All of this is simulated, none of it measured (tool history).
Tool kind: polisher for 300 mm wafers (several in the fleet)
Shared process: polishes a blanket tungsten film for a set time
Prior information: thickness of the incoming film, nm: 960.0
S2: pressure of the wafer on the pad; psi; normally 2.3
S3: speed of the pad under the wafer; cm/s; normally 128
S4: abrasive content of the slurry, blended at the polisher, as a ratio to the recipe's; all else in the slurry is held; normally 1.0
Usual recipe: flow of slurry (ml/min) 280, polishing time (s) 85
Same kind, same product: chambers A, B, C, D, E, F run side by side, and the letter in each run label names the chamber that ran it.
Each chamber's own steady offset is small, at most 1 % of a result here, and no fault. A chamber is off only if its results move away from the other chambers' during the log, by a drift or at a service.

{"hour": 6.2, "done": "chamber F: worn pad replaced by a new one"}
{"hour": 7.9, "done": "chamber E: slurry tank refilled with fresh slurry and peroxide"}
{"run": "1B", "hour": 12.6, "flow of slurry (ml/min)": 280, "S2": 2.3, "S3": 128, "S4": 1.0, "polishing time (s)": 85, "film removed (Å)": 3070.1}
{"hour": 14.5, "done": "chamber A: slurry tank refilled with fresh slurry and peroxide"}
{"hour": 15.1, "done": "chamber B: slurry blender recalibrated"}
{"hour": 15.8, "done": "chamber E: worn pad replaced by a new one"}
{"hour": 17.8, "done": "chamber A: worn pad replaced by a new one"}
{"run": "2E", "hour": 21.6, "flow of slurry (ml/min)": 280, "S2": 2.3, "S3": 128, "S4": 1.0, "polishing time (s)": 85, "film removed (Å)": 2980.8}
{"run": "3D", "hour": 33.9, "flow of slurry (ml/min)": 280, "S2": 2.3, "S3": 128, "S4": 1.0, "polishing time (s)": 85, "film removed (Å)": 3036.8}
{"run": "4F", "hour": 40.2, "flow of slurry (ml/min)": 280, "S2": 2.3, "S3": 128, "S4": 1.0, "polishing time (s)": 85, "film removed (Å)": 3034.6}
{"run": "5A", "hour": 48.8, "flow of slurry (ml/min)": 280, "S2": 2.3, "S3": 128, "S4": 1.0, "polishing time (s)": 85, "film removed (Å)": 3059.8}
{"hour": 49.7, "done": "chamber A: head pressure recalibrated"}
{"run": "6C", "hour": 54.8, "flow of slurry (ml/min)": 280, "S2": 2.3, "S3": 128, "S4": 1.0, "polishing time (s)": 85, "film removed (Å)": 3043.0}
{"hour": 54.9, "done": "chamber F: slurry blender recalibrated"}
{"hour": 61.3, "done": "chamber B: slurry tank refilled with fresh slurry and peroxide"}
{"run": "7D", "hour": 62.6, "flow of slurry (ml/min)": 280, "S2": 2.3, "S3": 128, "S4": 1.0, "polishing time (s)": 85, "film removed (Å)": 3046.5}
{"hour": 67.4, "done": "chamber C: slurry blender recalibrated"}
{"hour": 69.0, "done": "chamber D: worn pad replaced by a new one"}
{"hour": 70.0, "done": "chamber B: worn pad replaced by a new one"}
{"run": "8E", "hour": 72.0, "flow of slurry (ml/min)": 280, "S2": 2.3, "S3": 128, "S4": 1.0, "polishing time (s)": 85, "film removed (Å)": 2950.3}
{"hour": 79.5, "done": "chamber E: worn pad replaced by a new one"}
{"hour": 80.3, "done": "chamber C: slurry tank refilled with fresh slurry and peroxide"}
{"run": "9F", "hour": 81.2, "flow of slurry (ml/min)": 280, "S2": 2.3, "S3": 128, "S4": 1.0, "polishing time (s)": 85, "film removed (Å)": 3055.9}
{"hour": 84.2, "done": "chamber E: slurry tank refilled with fresh slurry and peroxide"}
{"hour": 87.9, "done": "chamber A: worn pad replaced by a new one"}
{"run": "10C", "hour": 89.0, "flow of slurry (ml/min)": 280, "S2": 2.3, "S3": 128, "S4": 1.0, "polishing time (s)": 85, "film removed (Å)": 3081.0}
{"hour": 89.1, "done": "chamber E: slurry blender recalibrated"}
{"hour": 92.1, "done": "chamber F: slurry tank refilled with fresh slurry and peroxide"}
{"run": "11A", "hour": 95.4, "flow of slurry (ml/min)": 280, "S2": 2.3, "S3": 128, "S4": 1.0, "polishing time (s)": 85, "film removed (Å)": 3042.5}
{"run": "12B", "hour": 104.7, "flow of slurry (ml/min)": 280, "S2": 2.3, "S3": 128, "S4": 1.0, "polishing time (s)": 85, "film removed (Å)": 3058.9}
{"hour": 110.2, "done": "chamber A: slurry blender recalibrated"}
{"hour": 111.7, "done": "chamber F: worn pad replaced by a new one"}
{"run": "13F", "hour": 113.1, "flow of slurry (ml/min)": 280, "S2": 2.3, "S3": 128, "S4": 1.0, "polishing time (s)": 85, "film removed (Å)": 3052.6}
{"hour": 115.1, "done": "chamber C: worn pad replaced by a new one"}
{"hour": 118.7, "done": "chamber A: slurry tank refilled with fresh slurry and peroxide"}
{"run": "14D", "hour": 120.7, "flow of slurry (ml/min)": 280, "S2": 2.3, "S3": 128, "S4": 1.0, "polishing time (s)": 85, "film removed (Å)": 3082.6}
{"run": "15E", "hour": 129.9, "flow of slurry (ml/min)": 280, "S2": 2.3, "S3": 128, "S4": 1.0, "polishing time (s)": 85, "film removed (Å)": 3044.6}
{"run": "16A", "hour": 137.5, "flow of slurry (ml/min)": 280, "S2": 2.0, "S3": 128, "S4": 1.0, "polishing time (s)": 85, "film removed (Å)": 2683.3}
{"hour": 145.0, "done": "chamber E: worn pad replaced by a new one"}
{"hour": 145.7, "done": "chamber E: slurry tank refilled with fresh slurry and peroxide"}
{"run": "17B", "hour": 145.8, "flow of slurry (ml/min)": 280, "S2": 2.0, "S3": 128, "S4": 1.0, "polishing time (s)": 85, "film removed (Å)": 2609.3}
{"hour": 151.2, "done": "chamber D: worn pad replaced by a new one"}
{"hour": 153.8, "done": "chamber A: worn pad replaced by a new one"}
{"run": "18C", "hour": 154.6, "flow of slurry (ml/min)": 280, "S2": 2.0, "S3": 128, "S4": 1.0, "polishing time (s)": 85, "film removed (Å)": 2626.7}
{"hour": 160.4, "done": "chamber F: slurry blender recalibrated"}
{"hour": 164.5, "done": "chamber D: slurry tank refilled with fresh slurry and peroxide"}
{"run": "19A", "hour": 167.5, "flow of slurry (ml/min)": 280, "S2": 2.0, "S3": 128, "S4": 1.0, "polishing time (s)": 85, "film removed (Å)": 2616.5}
{"run": "20C", "hour": 179.4, "flow of slurry (ml/min)": 280, "S2": 2.0, "S3": 128, "S4": 1.0, "polishing time (s)": 85, "film removed (Å)": 2658.8}
{"hour": 180.0, "done": "chamber B: slurry tank refilled with fresh slurry and peroxide"}
{"run": "21E", "hour": 187.6, "flow of slurry (ml/min)": 280, "S2": 2.0, "S3": 128, "S4": 1.0, "polishing time (s)": 85, "film removed (Å)": 2656.2}
{"run": "22D", "hour": 194.3, "flow of slurry (ml/min)": 280, "S2": 2.3, "S3": 128, "S4": 1.0, "polishing time (s)": 85, "film removed (Å)": 3103.1}
{"hour": 201.0, "done": "chamber A: slurry nozzle cleaned"}
{"run": "23F", "hour": 202.7, "flow of slurry (ml/min)": 280, "S2": 2.3, "S3": 128, "S4": 1.0, "polishing time (s)": 85, "film removed (Å)": 3049.7}
{"hour": 205.6, "done": "chamber B: worn pad replaced by a new one"}
{"run": "24B", "hour": 209.6, "flow of slurry (ml/min)": 280, "S2": 2.3, "S3": 128, "S4": 1.0, "polishing time (s)": 85, "film removed (Å)": 3063.4}
{"hour": 210.9, "done": "chamber E: worn pad replaced by a new one"}
{"hour": 213.9, "done": "chamber A: slurry tank refilled with fresh slurry and peroxide"}
{"hour": 217.1, "done": "chamber A: worn pad replaced by a new one"}
{"hour": 220.0, "done": "chamber F: worn pad replaced by a new one"}
{"run": "25D", "hour": 220.7, "flow of slurry (ml/min)": 280, "S2": 2.3, "S3": 128, "S4": 1.0, "polishing time (s)": 85, "film removed (Å)": 3091.3}
{"run": "26C", "hour": 226.8, "flow of slurry (ml/min)": 280, "S2": 2.3, "S3": 128, "S4": 1.0, "polishing time (s)": 85, "film removed (Å)": 3199.4}
{"hour": 227.7, "done": "chamber E: slurry tank refilled with fresh slurry and peroxide"}
{"hour": 233.3, "done": "chamber C: slurry nozzle cleaned"}
{"hour": 234.8, "done": "chamber D: worn pad replaced by a new one"}
{"hour": 237.2, "done": "chamber C: worn pad replaced by a new one"}
{"run": "27E", "hour": 237.3, "flow of slurry (ml/min)": 280, "S2": 2.3, "S3": 128, "S4": 1.0, "polishing time (s)": 85, "film removed (Å)": 3058.6}
{"hour": 238.9, "done": "chamber F: slurry tank refilled with fresh slurry and peroxide"}
{"run": "28F", "hour": 244.6, "flow of slurry (ml/min)": 280, "S2": 2.3, "S3": 168, "S4": 0.9, "polishing time (s)": 85, "film removed (Å)": 3929.6}
{"hour": 245.8, "done": "chamber E: slurry blender recalibrated"}
{"run": "29A", "hour": 253.6, "flow of slurry (ml/min)": 280, "S2": 2.3, "S3": 168, "S4": 0.9, "polishing time (s)": 85, "film removed (Å)": 3812.6}
{"hour": 255.2, "done": "chamber C: slurry blender recalibrated"}
{"hour": 259.8, "done": "chamber C: slurry tank refilled with fresh slurry and peroxide"}
{"run": "30B", "hour": 266.5, "flow of slurry (ml/min)": 280, "S2": 2.3, "S3": 168, "S4": 0.9, "polishing time (s)": 85, "film removed (Å)": 3997.1}
{"hour": 272.6, "done": "chamber E: worn pad replaced by a new one"}
{"run": "31D", "hour": 275.8, "flow of slurry (ml/min)": 280, "S2": 2.3, "S3": 168, "S4": 0.9, "polishing time (s)": 85, "film removed (Å)": 3874.4}
{"hour": 276.9, "done": "chamber F: slurry blender recalibrated"}
{"hour": 281.2, "done": "chamber A: worn pad replaced by a new one"}
{"run": "32F", "hour": 285.0, "flow of slurry (ml/min)": 280, "S2": 2.3, "S3": 168, "S4": 0.9, "polishing time (s)": 85, "film removed (Å)": 3913.7}
{"hour": 288.9, "done": "chamber B: slurry tank refilled with fresh slurry and peroxide"}
{"run": "33B", "hour": 292.1, "flow of slurry (ml/min)": 280, "S2": 2.3, "S3": 168, "S4": 0.9, "polishing time (s)": 85, "film removed (Å)": 3917.3}
{"hour": 293.3, "done": "chamber E: slurry tank refilled with fresh slurry and peroxide"}
{"run": "34E", "hour": 303.7, "flow of slurry (ml/min)": 280, "S2": 2.3, "S3": 128, "S4": 1.0, "polishing time (s)": 85, "film removed (Å)": 3108.1}
{"hour": 304.3, "done": "chamber A: slurry tank refilled with fresh slurry and peroxide"}
{"hour": 307.4, "done": "chamber D: worn pad replaced by a new one"}
{"run": "35A", "hour": 310.5, "flow of slurry (ml/min)": 280, "S2": 2.3, "S3": 128, "S4": 1.0, "polishing time (s)": 85, "film removed (Å)": 3059.0}
{"run": "36C", "hour": 318.8, "flow of slurry (ml/min)": 280, "S2": 2.3, "S3": 128, "S4": 1.0, "polishing time (s)": 85, "film removed (Å)": 3274.3}
{"hour": 325.5, "done": "chamber A: slurry blender recalibrated"}
{"run": "37A", "hour": 330.1, "flow of slurry (ml/min)": 280, "S2": 2.3, "S3": 128, "S4": 1.0, "polishing time (s)": 85, "film removed (Å)": 3007.2}
{"run": "38D", "hour": 341.0, "flow of slurry (ml/min)": 280, "S2": 2.3, "S3": 128, "S4": 1.0, "polishing time (s)": 85, "film removed (Å)": 3107.1}
{"run": "39E", "hour": 351.3, "flow of slurry (ml/min)": 280, "S2": 2.3, "S3": 128, "S4": 1.0, "polishing time (s)": 85, "film removed (Å)": 3004.4}
{"run": "40C", "hour": 359.3, "flow of slurry (ml/min)": 280, "S2": 2.3, "S3": 128, "S4": 1.0, "polishing time (s)": 85, "film removed (Å)": 3300.2}

Has any chamber moved away from the others, gradually or after a service, or does the common gauge drift, or do the chambers differ only by their own small steady offsets? State the chamber and the most likely cause if one applies.

Chamber C drifts away from the others.
What lies behind it: head's pressure above its setpoint, % = 8.61.

Here are 4 candidates for chamber C's next run, each the usual settings with a change, their results left as question marks. Which one brings its results back in line with what the others give on the usual settings?
To be in line, a result may differ from the other chambers' mean on the usual settings by at most: film removed (Å) 110.0
{"run": "41C-1", "hour": 368.7, "flow of slurry (ml/min)": 280, "S2": 2.3, "S3": 128, "S4": 1.0, "polishing time (s)": 92, "film removed (Å)": "?"}
{"run": "41C-2", "hour": 368.7, "flow of slurry (ml/min)": 280, "S2": 2.3, "S3": 126, "S4": 1.0, "polishing time (s)": 85, "film removed (Å)": "?"}
{"run": "41C-3", "hour": 368.7, "flow of slurry (ml/min)": 280, "S2": 2.3, "S3": 128, "S4": 1.05, "polishing time (s)": 85, "film removed (Å)": "?"}
{"run": "41C-4", "hour": 368.7, "flow of slurry (ml/min)": 280, "S2": 2.3, "S3": 128, "S4": 1.0, "polishing time (s)": 78, "film removed (Å)": "?"}

What the other chambers average on the usual settings: film removed (Å) 3042.9
run=41C-1 film_removed_(Å)=3561.3
run=41C-2 film_removed_(Å)=3238.9
run=41C-3 film_removed_(Å)=3327.5
run=41C-4 film_removed_(Å)=3019.4
It is 41C-4 that realigns the chamber with its peers.
